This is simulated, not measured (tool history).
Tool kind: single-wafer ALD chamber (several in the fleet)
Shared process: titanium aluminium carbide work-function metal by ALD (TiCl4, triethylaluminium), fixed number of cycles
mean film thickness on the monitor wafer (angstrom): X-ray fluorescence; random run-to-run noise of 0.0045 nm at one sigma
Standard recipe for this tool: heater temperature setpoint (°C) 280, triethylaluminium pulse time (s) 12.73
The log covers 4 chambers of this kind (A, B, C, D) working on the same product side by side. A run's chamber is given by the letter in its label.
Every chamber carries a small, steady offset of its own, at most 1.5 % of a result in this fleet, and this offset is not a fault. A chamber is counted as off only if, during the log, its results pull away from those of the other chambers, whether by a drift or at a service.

| run | day | heater temperature setpoint (°C) | triethylaluminium pulse time (s) | hours since the last thermocouple change | hours since the last triethylaluminium bottle change | read-back reference wafer on the same gauge, thickness_nm | mean film thickness on the monitor wafer (angstrom) |
|---|---|---|---|---|---|---|---|
| 1C | 0.438 | 280 | 12.73 | 39.5 | 1453.2 | 1.92 | 18.431 |
| 2D | 0.712 | 280 | 12.73 | 1630 | 899.3 | 1.9215 | 18.672 |
|  | 0.85 | chamber D: triethylaluminium bottle replaced |
| 3B | 0.954 | 280 | 12.73 | 890.2 | 1400.4 | 1.9194 | 18.495 |
| 4A | 1.192 | 280 | 12.73 | 1219.9 | 177.8 | 1.9216 | 18.52 |
|  | 1.471 | chamber C: triethylaluminium bottle replaced |
| 5D | 1.55 | 280 | 12.73 | 1650.1 | 16.8 | 1.921 | 18.571 |
| 6C | 1.858 | 280 | 12.73 | 73.6 | 9.3 | 1.9198 | 18.376 |
| 7B | 2.233 | 280 | 12.73 | 920.9 | 1431.1 | 1.9204 | 18.534 |
| 8A | 2.646 | 280 | 12.73 | 1254.8 | 212.7 | 1.9198 | 18.527 |
| 9A | 3.062 | 280 | 16.72 | 1264.8 | 222.7 | 1.9198 | 18.614 |
| 10D | 3.342 | 280 | 16.72 | 1693.1 | 59.8 | 1.921 | 18.871 |
| 11B | 3.758 | 280 | 16.72 | 957.5 | 1467.7 | 1.9193 | 18.63 |
| 12C | 3.996 | 280 | 16.72 | 124.9 | 60.6 | 1.9184 | 18.586 |
| 13B | 4.362 | 280 | 12.73 | 972 | 1482.2 | 1.9193 | 18.486 |
| 14C | 4.7 | 280 | 12.73 | 141.8 | 77.5 | 1.9206 | 18.391 |
|  | 5.088 | chamber D: thermocouple changed; heater temperature recalibrated |
| 15A | 5.117 | 280 | 12.73 | 1314.1 | 272 | 1.9198 | 18.403 |
| 16D | 5.333 | 280 | 12.73 | 5.9 | 107.6 | 1.9198 | 19.093 |
| 17B | 5.571 | 280 | 12.73 | 1001 | 1511.2 | 1.9204 | 18.425 |
| 18A | 5.825 | 280 | 12.73 | 1331.1 | 289 | 1.9191 | 18.503 |
| 19D | 6.129 | 280 | 12.73 | 25 | 126.7 | 1.9194 | 19.022 |
| 20C | 6.454 | 280 | 12.73 | 183.9 | 119.6 | 1.9204 | 18.43 |
| 21C | 6.733 | 280 | 9.68 | 190.6 | 126.3 | 1.9203 | 17.958 |
| 22B | 7.112 | 280 | 9.68 | 1038 | 1548.2 | 1.9201 | 18.004 |
| 23D | 7.446 | 280 | 9.68 | 56.6 | 158.3 | 1.9202 | 18.541 |
| 24A | 7.812 | 280 | 9.68 | 1378.8 | 336.7 | 1.92 | 18.051 |
| 25D | 8.017 | 280 | 17.57 | 70.3 | 172 | 1.9213 | 19.351 |
| 26A | 8.258 | 280 | 17.57 | 1389.5 | 347.4 | 1.9208 | 18.66 |
| 27B | 8.492 | 280 | 17.57 | 1071.1 | 1581.3 | 1.9198 | 18.675 |

Predict what each chamber gives when all 4 of them run the settings below next.
| 28A | 8.825 | 280 | 7.92 |  |  |  | ? |
| 28B | 8.825 | 280 | 7.92 |  |  |  | ? |
| 28C | 8.825 | 280 | 7.92 |  |  |  | ? |
| 28D | 8.825 | 280 | 7.92 |  |  |  | ? |

| run | mean film thickness on the monitor wafer (angstrom) |
|---|---|
| 28A | 17.491 |
| 28B | 17.367 |
| 28C | 17.349 |
| 28D | 18.068 |
